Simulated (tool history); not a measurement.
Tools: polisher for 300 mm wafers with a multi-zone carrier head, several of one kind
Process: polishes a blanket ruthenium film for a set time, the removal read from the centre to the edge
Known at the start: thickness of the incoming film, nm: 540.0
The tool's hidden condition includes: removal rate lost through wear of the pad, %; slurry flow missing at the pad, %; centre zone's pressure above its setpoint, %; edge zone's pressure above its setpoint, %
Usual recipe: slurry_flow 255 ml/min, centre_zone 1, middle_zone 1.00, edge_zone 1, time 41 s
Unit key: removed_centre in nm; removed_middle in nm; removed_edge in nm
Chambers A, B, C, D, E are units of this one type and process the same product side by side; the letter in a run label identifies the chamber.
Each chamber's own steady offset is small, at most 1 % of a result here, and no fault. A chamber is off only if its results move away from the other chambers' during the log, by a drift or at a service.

run   hour  slurry_flow  centre_zone  middle_zone  edge_zone  time  wafers polished on this pad  hours since the slurry nozzle was cleaned  hours since the centre zone pressure was calibrated  hours since the edge zone pressure was calibrated  removed_centre  removed_middle  removed_edge
 1B    6.2          255            1         1.00          1    41                          730                                        8.8                                                387.8                                               21.9          34.828          34.927        34.841
      10.8  -- chamber D: centre zone pressure recalibrated
 2C   14.1          255            1         1.00          1    41                         1038                                      198.9                                                420.1                                              391.4          34.188          35.075        34.896
      16.4  -- chamber A: worn pad replaced by a new one
      16.8  -- chamber C: worn pad replaced by a new one
      23.2  -- chamber B: worn pad replaced by a new one
 3D   26.4          255            1         1.00          1    41                          926                                       63.2                                                 15.7                                              978.4          34.893          34.060        35.022
      32.5  -- chamber B: centre zone pressure recalibrated
      32.8  -- chamber D: worn pad replaced by a new one
 4E   32.8          255            1         1.00          1    41                          716                                       51.6                                               1007.2                                               58.2          34.566          34.703        34.939
 5A   41.8          255            1         1.00          1    41                          354                                      128.4                                                518.6                                              381.8          34.619          34.796        34.235
      50.0  -- chamber C: edge zone pressure recalibrated
 6B   52.4          255            1         1.00          1    41                          406                                       55.0                                                 19.9                                               68.1          35.062          35.005        34.392
 7C   61.6          255            1         1.00          1    41                          623                                      246.4                                                467.6                                               11.6          34.139          34.353        35.313
 8A   68.5          255            1         1.00          1    41                          725                                      155.1                                                545.3                                              408.5          34.821          35.115        34.454
 9E   74.3          255            1         1.00          1    41                         1293                                       93.1                                               1048.7                                               99.7          35.059          34.299        34.525
10D   83.4          255            1         1.00          1    41                          704                                      120.2                                                 72.7                                             1035.4          34.271          34.047        34.462
11A   91.3          255            1         1.00          1    41                         1042                                      177.9                                                568.1                                              431.3          34.345          35.304        33.799
      93.7  -- chamber C: worn pad replaced by a new one
      99.3  -- chamber B: worn pad replaced by a new one
12E  100.2          255            1         1.00          1    41                         1653                                      119.0                                               1074.6                                              125.6          35.197          34.116        34.294
     102.8  -- chamber D: worn pad replaced by a new one
13B  109.4          255            1         1.00          1    41                          140                                      112.0                                                 76.9                                              125.1          34.806          34.611        34.972
     115.7  -- chamber A: worn pad replaced by a new one
14D  117.4          255            1         1.00          1    41                          203                                      154.2                                                106.7                                             1069.4          35.038          34.354        34.272
     125.1  -- chamber D: edge zone pressure recalibrated
15C  129.7          255            1         1.00          1    54                          501                                      314.5                                                535.7                                               79.7          45.086          46.136        46.814
16B  140.7          255            1         1.00          1    54                          575                                      143.3                                                108.2                                              156.4          45.631          45.121        46.216
17D  149.9          255            1         1.00          1    54                          655                                      186.7                                                139.2                                               24.8          45.271          45.351        45.367
     157.0  -- chamber B: worn pad replaced by a new one
18A  158.1          255            1         1.00          1    54                          590                                      244.7                                                634.9                                              498.1          45.709          45.858        44.661
19E  164.9          255            1         1.00          1    54                         2553                                      183.7                                               1139.3                                              190.3          45.790          45.955        45.377
     167.7  -- chamber C: worn pad replaced by a new one
     174.8  -- chamber A: slurry nozzle cleaned
20C  177.0          255            1         1.00          1    41                          130                                      361.8                                                583.0                                              127.0          34.438          34.640        34.937
     182.5  -- chamber D: worn pad replaced by a new one
21B  187.6          255            1         0.92          1    41                          426                                      190.2                                                155.1                                              203.3          34.564          32.379        34.850
22E  195.9          255            1         0.92          1    41                         2984                                      214.7                                               1170.3                                              221.3          34.391          32.127        34.322
     205.0  -- chamber A: worn pad replaced by a new one
23D  207.1          255            1         0.92          1    41                          342                                      243.9                                                196.4                                               82.0          34.792          31.805        35.131
24A  215.4          255            1         0.92          1    41                          145                                       40.6                                                692.2                                              555.4          35.027          32.619        34.093
25C  226.5          255            1         0.92          1    41                          818                                      411.3                                                632.5                                              176.5          34.534          31.955        35.575
     234.1  -- chamber B: worn pad replaced by a new one
26B  234.5          255            1         1.00          1    41                            6                                      237.1                                                202.0                                              250.2          34.708          34.316        34.851
     241.3  -- chamber C: worn pad replaced by a new one
27C  242.3          255            1         1.00          1    41                           14                                      427.1                                                648.3                                              192.3          34.063          34.151        34.651
28D  250.5          255            1         1.00          1    48                          946                                      287.3                                                239.8                                              125.4          40.363          40.038        40.378
     257.7  -- chamber D: worn pad replaced by a new one
29A  260.7          255            1         1.00          1    48                          775                                       85.9                                                737.5                                              600.7          40.505          40.667        40.681
30E  273.0          255            1         1.00          1    48                         4057                                      291.8                                               1247.4                                              298.4          39.244          39.499        39.631
31C  285.7          255            1         1.00          1    48                          618                                      470.5                                                691.7                                              235.7          40.243          40.436        41.273
32B  296.1          255            1         1.00          1    48                          863                                      298.7                                                263.6                                              311.8          40.729          40.154        40.524
     304.7  -- chamber A: worn pad replaced by a new one
33D  308.1          255            1         1.00          1    41                          701                                      344.9                                                297.4                                              183.0          34.562          33.862        34.329
     310.2  -- chamber C: worn pad replaced by a new one
     310.4  -- chamber C: slurry nozzle cleaned
34E  319.4          255            1         1.00          1    41                         4702                                      338.2                                               1293.8                                              344.8          33.799          32.980        32.882
35A  330.9          255            1         1.00          1    41                          364                                      156.1                                                807.7                                              670.9          34.842          34.578        33.684
36C  339.0          255            1         1.00          1    41                          401                                       28.7                                                745.0                                              289.0          34.584          34.234        34.708

Read the log: is a single chamber off, either drifting away or since a service, is the gauge that measures every chamber drifting, or is nothing wrong beyond small per-chamber offsets? Name any odd chamber and what most likely caused it.

Chamber E drifts away from the others.
What lies behind it: removal rate lost through wear of the pad, % = 5.1.
With only this log, it may be confused with: slurry flow missing at the pad, %.

Which of the 4 candidates below, each the usual settings with something changed and its results left as question marks, puts chamber E back in line with what the other chambers give on the usual settings?
In-line tolerance around the mean of the other chambers on the usual settings: removed_centre 0.790 nm; removed_middle 1.200 nm; removed_edge 1.500 nm
37E-1  348.2          255         1.00         0.99          1    39                                                                                                                                                                                               ?               ?             ?
37E-2  348.2          250         1.01         0.99          1    37                                                                                                                                                                                               ?               ?             ?
37E-3  348.2          260         0.99         1.01          1    45                                                                                                                                                                                               ?               ?             ?
37E-4  348.2          255         1.00         1.01          1    43                                                                                                                                                                                               ?               ?             ?

Usual-settings mean across the other chambers: removed_centre 34.581 nm; removed_middle 34.692 nm; removed_edge 34.662 nm
  run  removed_centre  removed_middle  removed_edge
37E-1          31.641          30.888        31.586
37E-2          30.270          29.235        29.914
37E-3          36.203          36.378        36.495
37E-4          34.891          34.682        34.815
The right change is 37E-4: it brings the chamber back within the allowed miss of the others.
